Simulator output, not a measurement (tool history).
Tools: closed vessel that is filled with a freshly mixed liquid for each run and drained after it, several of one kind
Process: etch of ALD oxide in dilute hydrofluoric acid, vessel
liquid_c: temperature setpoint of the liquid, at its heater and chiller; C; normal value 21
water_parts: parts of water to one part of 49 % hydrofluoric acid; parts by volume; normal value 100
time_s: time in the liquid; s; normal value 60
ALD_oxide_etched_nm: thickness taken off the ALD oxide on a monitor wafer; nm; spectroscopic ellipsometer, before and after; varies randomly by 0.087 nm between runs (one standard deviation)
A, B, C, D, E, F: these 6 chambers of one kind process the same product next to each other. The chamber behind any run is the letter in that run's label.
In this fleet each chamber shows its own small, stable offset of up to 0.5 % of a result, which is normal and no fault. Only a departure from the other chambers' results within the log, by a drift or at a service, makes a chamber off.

run,hour,liquid_c,water_parts,time_s,"read-back film thickness of the ALD oxide reference wafer, read on the same gauge (nm)",ALD_oxide_etched_nm
1A,10.9,21,100,60,120.03,9.2145
# hour 14.5: chamber C: thermometer replaced
2F,17.4,21,100,60,120.00,9.1216
3D,27.9,21,100,60,119.99,9.0428
# hour 36.1: chamber F: thermometer replaced
4E,39.3,21,100,60,120.02,9.2708
5C,50.3,21,100,60,119.98,9.1174
6B,56.3,21,100,60,120.03,9.2645
7C,61.9,21,100,60,120.00,9.0604
8B,67.4,21,100,60,119.99,8.9605
9F,73.8,21,100,60,120.01,9.2865
10A,82.5,23,125,60,120.00,7.7448
11E,90.2,23,125,60,120.00,7.7234
12D,98.7,23,125,60,120.02,7.7721
13F,110.2,23,125,60,120.00,7.7170
14A,116.7,23,125,60,120.00,7.6999
# hour 120.0: chamber A: hydrofluoric acid flow meter replaced
15C,124.0,23,125,60,120.00,7.7163
# hour 126.0: chamber F: hydrofluoric acid flow meter replaced
16E,133.2,21,100,60,120.01,8.9893
17D,139.5,21,100,60,120.01,9.0854
18B,148.7,21,100,60,120.01,9.0223
19D,153.8,21,100,60,120.01,9.1648
20C,162.5,21,100,60,120.02,9.0418
21B,167.7,21,75,50,120.00,10.4760
22E,173.5,21,75,50,120.01,10.1820
23F,180.8,21,75,50,119.97,10.6180
24A,190.8,21,75,50,119.99,10.3890
25A,196.7,21,75,50,119.99,10.4380
26D,204.0,21,75,50,120.03,10.5670
27E,209.3,21,100,60,120.02,8.8200
28B,217.3,21,100,60,119.99,9.1369
29C,224.3,21,100,60,120.01,9.2236
30F,234.6,21,100,60,120.02,9.1541
31F,242.9,21,100,60,120.01,9.0748
32A,250.1,21,100,60,119.97,9.2603
33D,257.5,21,100,60,120.00,9.0858
34C,262.9,21,100,60,120.01,9.1806
35E,271.8,21,100,95,120.02,13.4900
36B,281.2,21,100,95,120.03,14.4530
# hour 287.0: chamber D: hydrofluoric acid flow meter replaced
# hour 288.8: chamber A: thermometer replaced
37D,292.0,21,100,95,119.97,14.7210
38B,302.4,21,100,95,120.01,14.3230
39C,310.1,21,100,95,119.98,14.5730
40E,317.4,21,100,95,119.99,13.1480
41F,327.6,21,100,60,119.99,9.1484
42A,336.5,21,100,60,119.99,9.2518

Does one chamber stand apart from the rest, does the shared gauge drift, or is all well apart from small per-chamber offsets? Give the chamber and the most likely cause, where there is one.

One chamber, E, drifts off from the rest bit by bit.
Most likely cause: hydrofluoric acid flow below the setpoint (%) = 9.5.
With only this log, it may be confused with: liquid colder than its thermometer reads (K).

Here are 4 candidates for chamber E's next run, each the usual settings with a change, their results left as question marks. Which one brings its results back in line with what the others give on the usual settings?
In line means no further than this from the other chambers' mean on the usual settings: ALD_oxide_etched_nm 0.3000 nm
43E-1,344.9,21.0,115,60,,?
43E-2,344.9,21.5,100,65,,?
43E-3,344.9,25.0,100,60,,?
43E-4,344.9,21.0,110,60,,?

Average result of the remaining chambers running the usual settings: ALD_oxide_etched_nm 9.1766 nm
run,ALD_oxide_etched_nm
43E-1,7.0593
43E-2,9.1491
43E-3,9.7193
43E-4,7.4262
43E-2 is the one that brings the chamber's results back in line with the other chambers.

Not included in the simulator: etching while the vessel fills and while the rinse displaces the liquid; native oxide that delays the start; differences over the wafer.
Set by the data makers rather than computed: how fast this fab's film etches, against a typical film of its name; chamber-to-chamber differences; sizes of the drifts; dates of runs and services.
